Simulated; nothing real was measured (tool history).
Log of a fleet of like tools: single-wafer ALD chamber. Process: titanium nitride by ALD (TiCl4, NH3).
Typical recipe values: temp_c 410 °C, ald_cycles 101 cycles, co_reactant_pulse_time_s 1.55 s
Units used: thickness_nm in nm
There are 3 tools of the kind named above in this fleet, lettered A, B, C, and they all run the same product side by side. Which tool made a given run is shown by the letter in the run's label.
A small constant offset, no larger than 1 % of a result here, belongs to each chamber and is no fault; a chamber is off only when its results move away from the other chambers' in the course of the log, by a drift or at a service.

run   hour  temp_c  ald_cycles  co_reactant_pulse_time_s  read-back reference wafer on the same gauge, thickness_nm  thickness_nm
 1A    3.0     410         101                      1.55                                                     2.5503        2.2075
 2C    6.0     410         101                      1.55                                                     2.5525        2.2111
 3B    9.3     410         101                      1.55                                                     2.5507        2.2121
 4A   14.7     410         101                      1.55                                                     2.5516        2.2179
 5B   19.7     410         101                      1.55                                                     2.5483        2.2152
 6C   22.8     410         101                      1.55                                                     2.5508        2.2183
 7C   28.3     410         101                      1.55                                                     2.5504        2.2046
 8A   32.3     410         101                      1.55                                                     2.5507        2.2080
 9B   36.4     410         101                      1.55                                                     2.5489        2.2116
10C   41.4     410         101                      1.55                                                     2.5523        2.2117
11B   47.0     410         101                      1.55                                                     2.5499        2.2047
12A   52.1     410         101                      1.55                                                     2.5486        2.2260
13C   54.8     410         101                      1.55                                                     2.5494        2.2102
14B   60.1     410         101                      1.55                                                     2.5521        2.2009
15A   65.5     410         101                      1.55                                                     2.5513        2.2106
16C   69.2     410         101                      1.55                                                     2.5504        2.2029
17A   71.8     410         101                      1.55                                                     2.5498        2.2239
18B   76.5     410         101                      1.55                                                     2.5497        2.2022
19A   79.6     410         101                      1.55                                                     2.5485        2.2238
20C   84.0     410         101                      1.55                                                     2.5502        2.2222
21B   89.4     410         101                      1.55                                                     2.5494        2.2072
22A   94.7     410         101                      1.55                                                     2.5495        2.2270
23B  100.5     410         101                      1.55                                                     2.5486        2.1995
24C  103.9     410         101                      1.55                                                     2.5502        2.2126
25B  107.5     410         101                      1.55                                                     2.5484        2.1940
26C  112.0     410         101                      1.55                                                     2.5506        2.2163
27A  117.5     410         101                      1.55                                                     2.5498        2.2111
28C  121.9     410         101                      1.55                                                     2.5502        2.2113
29A  127.3     410         101                      1.55                                                     2.5505        2.2120
30B  129.8     410         101                      1.55                                                     2.5499        2.1985
31C  133.5     400         101                      1.55                                                     2.5496        2.2049
32A  137.3     400         101                      1.55                                                     2.5482        2.2016
33B  142.5     400         101                      1.55                                                     2.5509        2.1867
34B  146.1     410         101                      1.55                                                     2.5502        2.1924
35A  151.8     410         101                      1.55                                                     2.5510        2.2155
36C  156.8     410          81                      1.55                                                     2.5515        1.7784
37A  160.2     410          81                      1.55                                                     2.5518        1.7784
38C  165.8     410          81                      1.55                                                     2.5487        1.7742
39B  170.9     400         101                      2.10                                                     2.5498        2.2261
40B  174.0     400         101                      2.10                                                     2.5472        2.2160

Next, all 3 chambers run the settings below, one line each with question marks for the results. What does each chamber give?
41A  178.1     397         101                      1.55                                                                        ?
41B  178.1     397         101                      1.55                                                                        ?
41C  178.1     397         101                      1.55                                                                        ?

run  thickness_nm
41A        2.2029
41B        2.1933
41C        2.1896
